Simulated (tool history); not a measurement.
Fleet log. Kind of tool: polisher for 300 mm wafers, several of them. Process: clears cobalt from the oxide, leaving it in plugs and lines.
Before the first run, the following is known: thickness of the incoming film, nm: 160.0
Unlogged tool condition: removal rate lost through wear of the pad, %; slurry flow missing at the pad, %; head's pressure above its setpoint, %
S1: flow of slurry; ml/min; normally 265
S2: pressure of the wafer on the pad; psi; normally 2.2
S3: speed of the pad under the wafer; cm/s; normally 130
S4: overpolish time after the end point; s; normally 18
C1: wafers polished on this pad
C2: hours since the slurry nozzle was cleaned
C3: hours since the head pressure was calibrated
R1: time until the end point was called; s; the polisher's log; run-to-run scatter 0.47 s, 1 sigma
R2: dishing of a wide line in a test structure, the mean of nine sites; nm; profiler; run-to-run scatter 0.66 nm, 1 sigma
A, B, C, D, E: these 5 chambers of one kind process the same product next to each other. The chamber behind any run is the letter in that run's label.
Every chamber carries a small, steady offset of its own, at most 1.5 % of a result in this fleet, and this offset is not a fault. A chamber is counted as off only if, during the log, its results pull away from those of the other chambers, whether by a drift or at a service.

-- hour=0.8 chamber C: worn pad replaced by a new one
run 1A hour=4.8 | S1=265 S2=2.2 S3=130 S4=18 | C1=832 C2=254.2 C3=22.6 | R1=27.198 R2=40.888
run 2E hour=9.1 | S1=265 S2=2.2 S3=130 S4=18 | C1=758 C2=234.2 C3=381.9 | R1=26.904 R2=39.486
-- hour=10.5 chamber B: worn pad replaced by a new one
-- hour=11.1 chamber A: worn pad replaced by a new one
run 3B hour=11.9 | S1=265 S2=2.2 S3=130 S4=18 | C1=19 C2=226.9 C3=513.1 | R1=26.770 R2=39.621
run 4D hour=15.9 | S1=265 S2=2.2 S3=130 S4=18 | C1=452 C2=90.1 C3=223.7 | R1=27.679 R2=40.020
run 5C hour=18.9 | S1=265 S2=2.2 S3=130 S4=18 | C1=256 C2=100.3 C3=916.6 | R1=27.432 R2=40.736
-- hour=19.6 chamber E: slurry nozzle cleaned
run 6A hour=24.0 | S1=265 S2=2.2 S3=130 S4=18 | C1=183 C2=273.4 C3=41.8 | R1=27.687 R2=40.819
run 7E hour=27.8 | S1=265 S2=2.2 S3=130 S4=18 | C1=1022 C2=8.2 C3=400.6 | R1=26.734 R2=40.051
-- hour=28.0 chamber E: worn pad replaced by a new one
run 8D hour=30.4 | S1=265 S2=2.2 S3=130 S4=18 | C1=657 C2=104.6 C3=238.2 | R1=27.586 R2=39.078
run 9B hour=34.4 | S1=265 S2=2.2 S3=130 S4=11 | C1=337 C2=249.4 C3=535.6 | R1=26.298 R2=33.356
run 10C hour=39.7 | S1=265 S2=2.2 S3=130 S4=11 | C1=549 C2=121.1 C3=937.4 | R1=27.529 R2=34.297
run 11C hour=43.8 | S1=265 S2=2.2 S3=130 S4=11 | C1=607 C2=125.2 C3=941.5 | R1=28.044 R2=33.289
run 12A hour=48.2 | S1=265 S2=2.2 S3=130 S4=11 | C1=524 C2=297.6 C3=66.0 | R1=28.582 R2=33.870
-- hour=50.0 chamber D: worn pad replaced by a new one
run 13E hour=52.8 | S1=265 S2=2.2 S3=130 S4=11 | C1=350 C2=33.2 C3=425.6 | R1=26.407 R2=32.270
run 14B hour=57.6 | S1=265 S2=2.2 S3=130 S4=18 | C1=664 C2=272.6 C3=558.8 | R1=26.786 R2=40.565
run 15D hour=60.7 | S1=265 S2=2.2 S3=130 S4=18 | C1=151 C2=134.9 C3=268.5 | R1=27.248 R2=39.431
-- hour=61.0 chamber C: worn pad replaced by a new one
run 16D hour=63.8 | S1=265 S2=2.2 S3=148 S4=18 | C1=195 C2=138.0 C3=271.6 | R1=22.963 R2=40.801
run 17A hour=67.1 | S1=265 S2=2.2 S3=148 S4=18 | C1=790 C2=316.5 C3=84.9 | R1=24.239 R2=40.863
-- hour=69.8 chamber A: worn pad replaced by a new one
run 18B hour=71.2 | S1=265 S2=2.2 S3=148 S4=18 | C1=855 C2=286.2 C3=572.4 | R1=22.869 R2=41.568
run 19C hour=75.0 | S1=265 S2=2.2 S3=148 S4=18 | C1=198 C2=156.4 C3=972.7 | R1=23.904 R2=41.663
-- hour=75.7 chamber B: worn pad replaced by a new one
run 20E hour=80.2 | S1=265 S2=2.2 S3=148 S4=18 | C1=737 C2=60.6 C3=453.0 | R1=23.178 R2=41.808
run 21B hour=84.0 | S1=265 S2=2.2 S3=130 S4=18 | C1=117 C2=299.0 C3=585.2 | R1=26.807 R2=40.542
run 22A hour=88.2 | S1=305 S2=2.2 S3=130 S4=14 | C1=260 C2=337.6 C3=106.0 | R1=26.675 R2=36.346
-- hour=92.4 chamber E: worn pad replaced by a new one
run 23E hour=92.7 | S1=305 S2=2.2 S3=130 S4=14 | C1=4 C2=73.1 C3=465.5 | R1=26.812 R2=36.025
run 24D hour=96.0 | S1=305 S2=2.2 S3=130 S4=14 | C1=649 C2=170.2 C3=303.8 | R1=26.707 R2=37.723
run 25C hour=101.1 | S1=305 S2=2.2 S3=130 S4=14 | C1=566 C2=182.5 C3=998.8 | R1=26.631 R2=37.361
run 26A hour=105.1 | S1=305 S2=2.2 S3=130 S4=14 | C1=498 C2=354.5 C3=122.9 | R1=26.964 R2=36.633
-- hour=108.8 chamber B: slurry nozzle cleaned
run 27B hour=108.9 | S1=265 S2=2.2 S3=130 S4=18 | C1=468 C2=0.1 C3=610.1 | R1=28.262 R2=40.182
run 28D hour=114.0 | S1=265 S2=2.2 S3=130 S4=18 | C1=903 C2=188.2 C3=321.8 | R1=27.363 R2=41.857
run 29E hour=117.0 | S1=320 S2=2.2 S3=152 S4=18 | C1=347 C2=97.4 C3=489.8 | R1=22.780 R2=41.561
-- hour=118.7 chamber C: worn pad replaced by a new one
run 30C hour=119.3 | S1=320 S2=2.2 S3=152 S4=18 | C1=9 C2=200.7 C3=1017.0 | R1=23.314 R2=41.249
-- hour=119.6 chamber A: worn pad replaced by a new one
-- hour=121.1 chamber D: worn pad replaced by a new one
run 31A hour=124.6 | S1=320 S2=2.2 S3=152 S4=18 | C1=71 C2=374.0 C3=142.4 | R1=22.973 R2=39.874
run 32C hour=128.8 | S1=320 S2=2.2 S3=152 S4=18 | C1=143 C2=210.2 C3=1026.5 | R1=22.924 R2=42.113
run 33B hour=132.2 | S1=320 S2=2.2 S3=152 S4=18 | C1=796 C2=23.4 C3=633.4 | R1=22.462 R2=42.266
run 34E hour=136.7 | S1=265 S2=2.2 S3=130 S4=18 | C1=624 C2=117.1 C3=509.5 | R1=27.070 R2=40.020
-- hour=139.0 chamber B: worn pad replaced by a new one
run 35D hour=142.0 | S1=265 S2=2.2 S3=130 S4=18 | C1=295 C2=216.2 C3=349.8 | R1=27.157 R2=39.794
run 36E hour=147.2 | S1=265 S2=2.2 S3=90 S4=8 | C1=773 C2=127.6 C3=520.0 | R1=37.946 R2=22.744
run 37B hour=149.8 | S1=265 S2=2.2 S3=90 S4=8 | C1=153 C2=41.0 C3=651.0 | R1=38.936 R2=23.051
run 38A hour=154.0 | S1=265 S2=2.2 S3=90 S4=8 | C1=485 C2=403.4 C3=171.8 | R1=37.725 R2=22.711
run 39D hour=157.6 | S1=265 S2=2.2 S3=90 S4=8 | C1=515 C2=231.8 C3=365.4 | R1=40.021 R2=22.522
run 40C hour=161.2 | S1=265 S2=2.2 S3=90 S4=8 | C1=600 C2=242.6 C3=1058.9 | R1=39.167 R2=22.983

One chamber off, gauge drift, or nothing amiss beyond the chambers' own small offsets? If it is a chamber, which one, and what is the likeliest cause?

Neither any chamber nor the gauge drifts; the chambers differ only by their own small, steady offsets.
